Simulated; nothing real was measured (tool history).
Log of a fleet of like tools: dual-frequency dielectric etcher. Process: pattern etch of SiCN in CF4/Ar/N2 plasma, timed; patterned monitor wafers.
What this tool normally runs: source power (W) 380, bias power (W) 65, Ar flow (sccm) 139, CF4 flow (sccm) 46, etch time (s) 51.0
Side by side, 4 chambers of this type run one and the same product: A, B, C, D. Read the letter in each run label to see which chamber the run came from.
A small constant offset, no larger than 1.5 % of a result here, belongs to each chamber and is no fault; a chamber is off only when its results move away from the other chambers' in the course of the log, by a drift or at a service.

| run | hour | source power (W) | bias power (W) | Ar flow (sccm) | CF4 flow (sccm) | etch time (s) | hours since the last wet clean | hours since the last source power generator calibration | hours since the last bias power generator calibration | hours since the last Ar flow controller change | hours since the last CF4 flow controller change | read-back reference wafer on the same gauge, depth_nm | mean etch depth across the wafer (angstrom) |
|---|---|---|---|---|---|---|---|---|---|---|---|---|---|
| 1A | 11.8 | 380 | 65 | 139 | 46 | 51.0 | 335.9 | 3104.6 | 873.5 | 1371.2 | 1458.1 | 29.785 | 323.31 |
| 2C | 23.1 | 380 | 65 | 139 | 46 | 51.0 | 294.1 | 1812.2 | 2459.8 | 5773.7 | 2704.0 | 29.802 | 329.14 |
| 3B | 35.5 | 380 | 65 | 139 | 46 | 51.0 | 241.6 | 2794.7 | 3393.8 | 1213.2 | 1421.8 | 29.795 | 327.23 |
| 4D | 42.6 | 380 | 65 | 139 | 46 | 51.0 | 58.6 | 2826.7 | 1478.4 | 1717.9 | 1176.5 | 29.812 | 320.71 |
| 5B | 51.8 | 380 | 65 | 139 | 46 | 58.5 | 257.9 | 2811.0 | 3410.1 | 1229.5 | 1438.1 | 29.775 | 374.31 |
|  | 63.9 | chamber D: bias power generator calibrated |
| 6A | 65.3 | 380 | 65 | 139 | 46 | 58.5 | 389.4 | 3158.1 | 927.0 | 1424.7 | 1511.6 | 29.766 | 372.56 |
|  | 73.0 | chamber A: CF4 flow controller replaced |
| 7C | 79.1 | 380 | 65 | 139 | 46 | 58.5 | 350.1 | 1868.2 | 2515.8 | 5829.7 | 2760.0 | 29.833 | 376.92 |
| 8D | 87.0 | 380 | 65 | 139 | 46 | 58.5 | 103.0 | 2871.1 | 23.2 | 1762.3 | 1220.9 | 29.789 | 366.34 |
| 9D | 98.6 | 380 | 65 | 139 | 46 | 51.0 | 114.6 | 2882.7 | 34.8 | 1773.9 | 1232.5 | 29.822 | 322.78 |
| 10B | 107.3 | 380 | 65 | 139 | 46 | 51.0 | 313.4 | 2866.5 | 3465.6 | 1285.0 | 1493.6 | 29.796 | 325.65 |
| 11C | 119.9 | 380 | 65 | 139 | 46 | 51.0 | 390.9 | 1909.0 | 2556.6 | 5870.5 | 2800.8 | 29.807 | 329.33 |
| 12A | 131.6 | 380 | 65 | 139 | 46 | 51.0 | 455.7 | 3224.4 | 993.3 | 1491.0 | 58.7 | 29.809 | 323.59 |
| 13C | 141.9 | 380 | 65 | 139 | 46 | 51.0 | 412.9 | 1931.0 | 2578.6 | 5892.5 | 2822.8 | 29.823 | 330.47 |
| 14A | 152.7 | 380 | 65 | 139 | 46 | 51.0 | 476.8 | 3245.5 | 1014.4 | 1512.1 | 79.8 | 29.800 | 322.99 |
| 15D | 159.7 | 380 | 65 | 139 | 46 | 51.0 | 175.7 | 2943.8 | 95.9 | 1835.0 | 1293.6 | 29.806 | 319.54 |
|  | 164.2 | chamber A: wet clean of the chamber |
| 16B | 166.6 | 380 | 65 | 139 | 46 | 51.0 | 372.7 | 2925.8 | 3524.9 | 1344.3 | 1552.9 | 29.836 | 325.37 |
| 17C | 179.0 | 380 | 65 | 139 | 46 | 51.0 | 450.0 | 1968.1 | 2615.7 | 5929.6 | 2859.9 | 29.767 | 328.98 |
| 18A | 190.8 | 380 | 65 | 139 | 46 | 51.0 | 26.6 | 3283.6 | 1052.5 | 1550.2 | 117.9 | 29.816 | 322.74 |
|  | 199.3 | chamber B: source power generator calibrated |
| 19B | 203.7 | 380 | 65 | 139 | 46 | 51.0 | 409.8 | 4.5 | 3562.0 | 1381.4 | 1590.0 | 29.821 | 311.10 |
| 20D | 217.8 | 380 | 65 | 139 | 46 | 51.0 | 233.8 | 3001.9 | 154.0 | 1893.1 | 1351.7 | 29.799 | 322.57 |
| 21D | 231.9 | 380 | 65 | 139 | 46 | 51.0 | 247.9 | 3016.0 | 168.1 | 1907.2 | 1365.8 | 29.797 | 320.99 |
| 22B | 241.6 | 380 | 65 | 139 | 46 | 51.0 | 447.7 | 42.4 | 3599.9 | 1419.3 | 1627.9 | 29.831 | 311.48 |
| 23C | 249.6 | 440 | 49 | 139 | 46 | 51.0 | 520.6 | 2038.7 | 2686.3 | 6000.2 | 2930.5 | 29.778 | 334.06 |
|  | 256.0 | chamber B: wet clean of the chamber |
| 24A | 262.7 | 440 | 49 | 139 | 46 | 51.0 | 98.5 | 3355.5 | 1124.4 | 1622.1 | 189.8 | 29.813 | 330.51 |
| 25C | 277.7 | 440 | 49 | 139 | 46 | 51.0 | 548.7 | 2066.8 | 2714.4 | 6028.3 | 2958.6 | 29.777 | 335.71 |
| 26D | 287.7 | 440 | 49 | 139 | 46 | 51.0 | 303.7 | 3071.8 | 223.9 | 1963.0 | 1421.6 | 29.798 | 326.43 |
| 27B | 294.9 | 380 | 65 | 139 | 46 | 51.0 | 39.0 | 95.7 | 3653.2 | 1472.6 | 1681.2 | 29.767 | 312.50 |
| 28A | 302.7 | 380 | 65 | 139 | 46 | 51.0 | 138.5 | 3395.5 | 1164.4 | 1662.1 | 229.8 | 29.790 | 323.09 |
|  | 306.3 | chamber C: wet clean of the chamber |
| 29B | 313.6 | 380 | 65 | 139 | 46 | 51.0 | 57.7 | 114.4 | 3671.9 | 1491.3 | 1699.9 | 29.815 | 311.74 |
| 30C | 321.9 | 380 | 65 | 139 | 46 | 51.0 | 15.6 | 2111.0 | 2758.6 | 6072.5 | 3002.8 | 29.829 | 329.14 |
|  | 326.7 | chamber C: Ar flow controller replaced |
| 31A | 337.0 | 380 | 65 | 139 | 46 | 51.0 | 172.8 | 3429.8 | 1198.7 | 1696.4 | 264.1 | 29.773 | 326.48 |
| 32D | 345.1 | 380 | 65 | 139 | 46 | 51.0 | 361.1 | 3129.2 | 281.3 | 2020.4 | 1479.0 | 29.804 | 320.80 |
| 33A | 357.1 | 380 | 65 | 139 | 46 | 51.0 | 192.9 | 3449.9 | 1218.8 | 1716.5 | 284.2 | 29.793 | 321.84 |
| 34C | 366.6 | 380 | 60 | 139 | 46 | 51.0 | 60.3 | 2155.7 | 2803.3 | 39.9 | 3047.5 | 29.780 | 319.21 |
| 35D | 376.4 | 380 | 60 | 139 | 46 | 51.0 | 392.4 | 3160.5 | 312.6 | 2051.7 | 1510.3 | 29.784 | 313.60 |
| 36B | 391.3 | 380 | 60 | 139 | 46 | 51.0 | 135.4 | 192.1 | 3749.6 | 1569.0 | 1777.6 | 29.828 | 303.07 |

Next, all 4 chambers run the settings below, one line each with question marks for the results. What does each chamber give?
| 37A | 402.2 | 380 | 65 | 139 | 46 | 51.0 |  |  |  |  |  |  | ? |
| 37B | 402.2 | 380 | 65 | 139 | 46 | 51.0 |  |  |  |  |  |  | ? |
| 37C | 402.2 | 380 | 65 | 139 | 46 | 51.0 |  |  |  |  |  |  | ? |
| 37D | 402.2 | 380 | 65 | 139 | 46 | 51.0 |  |  |  |  |  |  | ? |

| run | mean etch depth across the wafer (angstrom) |
|---|---|
| 37A | 323.92 |
| 37B | 311.51 |
| 37C | 327.17 |
| 37D | 319.98 |
